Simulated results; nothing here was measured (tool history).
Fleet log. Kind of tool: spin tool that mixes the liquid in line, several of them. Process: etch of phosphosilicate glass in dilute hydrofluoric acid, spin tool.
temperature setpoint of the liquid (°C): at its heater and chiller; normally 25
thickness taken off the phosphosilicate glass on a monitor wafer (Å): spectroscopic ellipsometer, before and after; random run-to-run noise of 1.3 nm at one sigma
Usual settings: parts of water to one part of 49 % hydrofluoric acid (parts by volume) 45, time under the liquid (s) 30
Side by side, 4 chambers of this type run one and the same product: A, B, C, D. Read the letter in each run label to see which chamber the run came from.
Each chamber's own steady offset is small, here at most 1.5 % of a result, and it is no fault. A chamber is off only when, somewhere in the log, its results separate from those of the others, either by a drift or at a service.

run     day  temperature setpoint of the liquid (°C)  parts of water to one part of 49 % hydrofluoric acid (parts by volume)  time under the liquid (s)  read-back film thickness of the phosphosilicate glass reference wafer, read on the same gauge (nm)  thickness taken off the phosphosilicate glass on a monitor wafer (Å)
 1C   0.438                                       25                                                                      45                         30                                                                                              110.03                                                                1499.8
 2D   0.804                                       25                                                                      45                         30                                                                                              109.97                                                                1515.4
 3A   1.404                                       25                                                                      45                         30                                                                                              110.01                                                                1510.4
 4B   1.738                                       25                                                                      45                         30                                                                                                 110                                                                1504.4
 5C   2.296                                       25                                                                      45                         30                                                                                              109.96                                                                1498.4
 6D   2.854                                       25                                                                      45                         45                                                                                                 110                                                                2259.9
      2.938  -- chamber A: thermometer replaced
 7A   3.188                                       25                                                                      45                         45                                                                                              110.05                                                                2262.8
 8B   3.504                                       25                                                                      45                         45                                                                                              109.97                                                                2297.1
 9D   3.788                                       25                                                                      45                         45                                                                                                 110                                                                2241.1
10A   4.146                                       25                                                                      45                         30                                                                                              110.04                                                                1505.9
11C   4.592                                       25                                                                      45                         30                                                                                              109.96                                                                  1494
12B   4.871                                       25                                                                      45                         30                                                                                              110.03                                                                  1506
13A   5.483                                       25                                                                      45                         30                                                                                              110.02                                                                1542.6
14B   5.954                                       25                                                                      45                         30                                                                                              110.01                                                                1499.2
15C   6.388                                       25                                                                      45                         30                                                                                              109.98                                                                1493.7
16D   6.888                                       25                                                                      55                         20                                                                                              110.01                                                                821.95
17A   7.233                                       25                                                                      55                         20                                                                                              110.03                                                                812.46
18B   7.579                                       25                                                                      55                         20                                                                                                 110                                                                799.96
19C   8.138                                       25                                                                      55                         20                                                                                              110.02                                                                805.74
20D   8.454                                       25                                                                      45                         30                                                                                              109.99                                                                1544.3
21A     8.9                                       25                                                                      45                         30                                                                                              109.99                                                                1512.4
22B   9.304                                       25                                                                      45                         30                                                                                              109.97                                                                1512.3
23D   9.846                                       25                                                                      45                         30                                                                                              110.02                                                                1540.8
24C  10.246                                       25                                                                      45                         30                                                                                              109.99                                                                1506.1
25D  10.642                                       25                                                                      45                         30                                                                                              109.95                                                                1580.3
26A  11.046                                       25                                                                      45                         30                                                                                                 110                                                                1521.7
27C  11.629                                       25                                                                      45                         30                                                                                              109.98                                                                  1488
28B    12.1                                       25                                                                      45                         30                                                                                              110.01                                                                1481.8
29C  12.467                                       27                                                                      45                         15                                                                                              109.95                                                                807.15
30D  12.842                                       27                                                                      45                         15                                                                                              109.97                                                                858.55
31B  13.242                                       27                                                                      45                         15                                                                                              109.97                                                                809.45
32A  13.512                                       27                                                                      45                         15                                                                                                 110                                                                812.28
     14.017  -- chamber C: thermometer replaced
33A  14.062                                       25                                                                      45                         30                                                                                              110.05                                                                1515.6
34C  14.575                                       25                                                                      45                         30                                                                                                 110                                                                1490.2
35B  15.112                                       25                                                                      45                         30                                                                                              109.99                                                                1510.5
36D  15.504                                       25                                                                      45                         30                                                                                              110.03                                                                1577.6
37A  15.962                                       25                                                                      45                         30                                                                                              110.01                                                                1508.7
38B  16.267                                       25                                                                      45                         30                                                                                              110.02                                                                1474.1
39D  16.654                                       25                                                                      45                         30                                                                                              109.96                                                                1585.9

One chamber off, gauge drift, or nothing amiss beyond the chambers' own small offsets? If it is a chamber, which one, and what is the likeliest cause?

One chamber, D, drifts off from the rest bit by bit.
Cause: liquid hotter than its thermometer reads (K) = 1.43.
With only this log, it may be confused with: hydrofluoric acid flow above the setpoint (%).

Which of the 4 candidates below, each the usual settings with something changed and its results left as question marks, puts chamber D back in line with what the other chambers give on the usual settings?
To be in line, a result may differ from the other chambers' mean on the usual settings by at most: thickness taken off the phosphosilicate glass on a monitor wafer (Å) 45
40D-1  17.092                                       22                                                                      45                         30                                                                                                                                                                         ?
40D-2  17.092                                     26.5                                                                      45                         30                                                                                                                                                                         ?
40D-3  17.092                                       28                                                                      45                         30                                                                                                                                                                         ?
40D-4  17.092                                     23.5                                                                      45                         30                                                                                                                                                                         ?

Other chambers, usual settings, mean: thickness taken off the phosphosilicate glass on a monitor wafer (Å) 1501
  run  thickness taken off the phosphosilicate glass on a monitor wafer (Å)
40D-1                                                                1396.3
40D-2                                                                1681.7
40D-3                                                                1787.4
40D-4                                                                1486.7
The right change is 40D-4: it brings the chamber back within the allowed miss of the others.
